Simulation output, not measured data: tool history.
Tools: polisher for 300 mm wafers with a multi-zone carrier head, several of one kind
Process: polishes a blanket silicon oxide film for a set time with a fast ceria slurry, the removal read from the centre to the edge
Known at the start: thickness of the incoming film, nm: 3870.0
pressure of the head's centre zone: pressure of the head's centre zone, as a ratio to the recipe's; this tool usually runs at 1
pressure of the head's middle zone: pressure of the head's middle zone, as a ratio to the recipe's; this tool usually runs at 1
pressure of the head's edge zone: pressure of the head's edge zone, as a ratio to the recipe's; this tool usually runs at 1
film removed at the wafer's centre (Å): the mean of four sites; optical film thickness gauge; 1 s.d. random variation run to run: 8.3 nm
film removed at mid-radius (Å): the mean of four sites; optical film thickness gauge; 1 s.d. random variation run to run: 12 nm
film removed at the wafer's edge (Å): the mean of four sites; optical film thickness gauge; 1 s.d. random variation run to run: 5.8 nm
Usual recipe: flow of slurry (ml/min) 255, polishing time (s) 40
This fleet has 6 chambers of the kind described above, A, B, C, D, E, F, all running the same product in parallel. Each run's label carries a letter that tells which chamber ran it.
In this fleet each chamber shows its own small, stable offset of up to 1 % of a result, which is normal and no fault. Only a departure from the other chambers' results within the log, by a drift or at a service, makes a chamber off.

run   hour  flow of slurry (ml/min)  pressure of the head's centre zone  pressure of the head's middle zone  pressure of the head's edge zone  polishing time (s)  wafers polished on this pad  hours since the slurry nozzle was cleaned  hours since the centre zone pressure was calibrated  hours since the edge zone pressure was calibrated  film removed at the wafer's centre (Å)  film removed at mid-radius (Å)  film removed at the wafer's edge (Å)
 1C    9.7                      255                                   1                                   1                                 1                  40                          457                                        346                                                124.8                                               28.7                                  7703.5                          7780.4                                7811.6
      14.3  -- chamber F: worn pad replaced by a new one
        18  -- chamber F: slurry nozzle cleaned
 2A   18.9                      255                                   1                                   1                                 1                  40                          232                                      505.3                                               1489.6                                              182.7                                  7802.1                          7681.4                                7916.4
      23.6  -- chamber E: worn pad replaced by a new one
 3D   27.3                      255                                   1                                   1                                 1                  40                          377                                       71.2                                                632.2                                             1071.4                                  7969.1                            7778                                7810.6
 4F   32.5                      255                                   1                                   1                                 1                  40                          199                                       14.6                                                655.4                                              307.4                                  7775.3                          8006.1                                7843.4
 5B     42                      225                                0.93                                   1                                 1                  40                          562                                      289.7                                                 53.4                                              290.4                                  7083.6                          7771.8                                7770.6
 6E   52.8                      225                                0.93                                   1                                 1                  40                          318                                      102.9                                                322.1                                              150.7                                  7050.7                          7556.9                                7847.7
      56.6  -- chamber A: centre zone pressure recalibrated
 7F   58.4                      225                                0.93                                   1                                 1                  40                          481                                       40.5                                                681.3                                              333.3                                  7055.2                          7752.1                                7731.9
      59.6  -- chamber A: worn pad replaced by a new one
 8D   64.8                      225                                0.93                                   1                                 1                  40                          786                                      108.7                                                669.7                                             1108.9                                  7198.5                          7701.8                                7706.2
 9A   69.7                      225                                0.93                                   1                                 1                  40                          110                                      556.1                                                 13.1                                              233.5                                  7022.1                          7692.7                                7663.1
10E   75.4                      225                                0.93                                   1                                 1                  40                          564                                      125.5                                                344.7                                              173.3                                  7048.3                          7624.3                                7772.3
      82.6  -- chamber F: worn pad replaced by a new one
      82.7  -- chamber C: worn pad replaced by a new one
      82.7  -- chamber A: slurry nozzle cleaned
11B   83.5                      215                                   1                                   1                                 1                  40                         1014                                      331.2                                                 94.9                                              331.9                                  7689.3                          7800.1                                  7736
12C   90.1                      215                                   1                                   1                                 1                  40                           81                                      426.4                                                205.2                                              109.1                                  7756.3                          7850.2                                7731.7
13E   94.9                      215                                   1                                   1                                 1                  40                          777                                        145                                                364.2                                              192.8                                  7571.7                          7615.2                                7783.2
     102.1  -- chamber B: worn pad replaced by a new one
     103.6  -- chamber C: slurry nozzle cleaned
14A  105.8                      215                                   1                                   1                                 1                  40                          503                                       23.2                                                 49.2                                              269.6                                    7671                          7701.3                                7701.6
     106.9  -- chamber E: worn pad replaced by a new one
15F  112.2                      215                                   1                                   1                                 1                  40                          322                                       94.3                                                735.1                                              387.1                                    7617                          7752.5                                7736.7
16D  122.8                      215                                   1                                   1                                 1                  40                         1417                                      166.7                                                727.7                                             1166.9                                  7789.3                          7727.7                                7717.7
       123  -- chamber A: worn pad replaced by a new one
17C  132.3                      255                                   1                                   1                                 1                  40                          540                                       28.7                                                247.4                                              151.3                                    7872                          7841.9                                7794.5
     136.4  -- chamber D: worn pad replaced by a new one
18B  141.2                      255                                   1                                   1                                 1                  40                          426                                      388.9                                                152.6                                              389.6                                  7821.4                          7750.7                                7768.5
19A  148.5                      255                                   1                                   1                                 1                  40                          277                                       65.9                                                 91.9                                              312.3                                  7747.5                          7707.5                                7899.7
20D  154.6                      185                                   1                                   1                                 1                  50                          199                                      198.5                                                759.5                                             1198.7                                    9282                            9609                                9502.1
     155.4  -- chamber F: worn pad replaced by a new one
21F  164.2                      185                                   1                                   1                                 1                  50                           96                                      146.3                                                787.1                                              439.1                                  9360.2                          9499.2                                9507.3
       165  -- chamber A: edge zone pressure recalibrated
22B  169.5                      185                                   1                                   1                                 1                  50                          734                                      417.2                                                180.9                                              417.9                                  9388.4                          9459.9                                9484.7
23C  174.9                      185                                   1                                   1                                 1                  50                         1004                                       71.3                                                  290                                              193.9                                  9275.1                          9421.2                                  9354
24E  179.7                      185                                   1                                   1                                 1                  50                          793                                      229.8                                                  449                                              277.6                                  9324.4                          9212.8                                9474.1
     180.5  -- chamber A: worn pad replaced by a new one
     181.3  -- chamber E: worn pad replaced by a new one
25F  185.4                      185                                   1                                   1                                 1                  50                          327                                      167.5                                                808.3                                              460.3                                  9727.8                            9132                                  9388
     186.7  -- chamber C: worn pad replaced by a new one
     188.7  -- chamber B: slurry nozzle cleaned
26A  194.2                      255                                   1                                   1                                 1                  40                          149                                      111.6                                                137.6                                               29.3                                  7875.3                          7846.8                                7694.6
27E  202.8                      255                                   1                                   1                                 1                  40                          235                                      252.9                                                472.1                                              300.7                                    7769                          7855.9                                7872.8
28C    212                      255                                   1                                   1                                 1                  40                          276                                      108.4                                                327.1                                                231                                  7877.3                          7618.7                                7799.3
     215.1  -- chamber B: worn pad replaced by a new one
29B  219.6                      255                                   1                                   1                                 1                  40                           49                                       30.9                                                  231                                                468                                  7857.5                          7757.1                                7893.7
       224  -- chamber F: worn pad replaced by a new one
30D    229                      255                                   1                                   1                                 1                  40                         1009                                      272.9                                                833.9                                             1273.1                                  7941.1                          7922.6                                7828.4
     232.9  -- chamber A: worn pad replaced by a new one
       233  -- chamber D: slurry nozzle cleaned
31E  238.4                      255                                   1                                   1                                 1                  40                          622                                      288.5                                                507.7                                              336.3                                  7741.1                          7607.6                                7771.9
32F  248.8                      195                                 0.9                                   1                                 1                  40                          270                                      230.9                                                871.7                                              523.7                                  7294.8                          7603.9                                7669.8
33D  258.7                      195                                 0.9                                   1                                 1                  40                         1332                                       25.8                                                863.6                                             1302.8                                  6751.9                          7492.3                                7650.6
34A  269.3                      195                                 0.9                                   1                                 1                  40                          397                                      186.7                                                212.7                                              104.4                                  6650.8                          7315.6                                7587.3
35B  274.7                      195                                 0.9                                   1                                 1                  40                          649                                         86                                                286.1                                              523.1                                  6654.9                          7387.2                                7537.6
36C  285.1                      195                                 0.9                                   1                                 1                  40                         1072                                      181.5                                                400.2                                              304.1                                  6616.9                          7670.8                                7632.4
     289.2  -- chamber F: worn pad replaced by a new one
37F    296                      195                                 0.9                                   1                                 1                  40                           74                                      278.1                                                918.9                                              570.9                                  7244.9                          7504.7                                7694.7

Each of the 6 chambers runs these same settings next. Fill in every chamber's results:
38A  303.8                      255                                   1                                   1                                 1                  40                                                                                                                                                                                                                       ?                               ?                                     ?
38B  303.8                      255                                   1                                   1                                 1                  40                                                                                                                                                                                                                       ?                               ?                                     ?
38C  303.8                      255                                   1                                   1                                 1                  40                                                                                                                                                                                                                       ?                               ?                                     ?
38D  303.8                      255                                   1                                   1                                 1                  40                                                                                                                                                                                                                       ?                               ?                                     ?
38E  303.8                      255                                   1                                   1                                 1                  40                                                                                                                                                                                                                       ?                               ?                                     ?
38F  303.8                      255                                   1                                   1                                 1                  40                                                                                                                                                                                                                       ?                               ?                                     ?

run  film removed at the wafer's centre (Å)  film removed at mid-radius (Å)  film removed at the wafer's edge (Å)
38A                                  7981.1                          7799.4                                7744.2
38B                                  7786.9                          7859.2                                7888.8
38C                                  7829.9                          7902.2                                7854.8
38D                                  8007.9                          7696.3                                7921.8
38E                                  7770.6                          7676.9                                7820.3
38F                                  8608.6                          7734.4                                7860.5
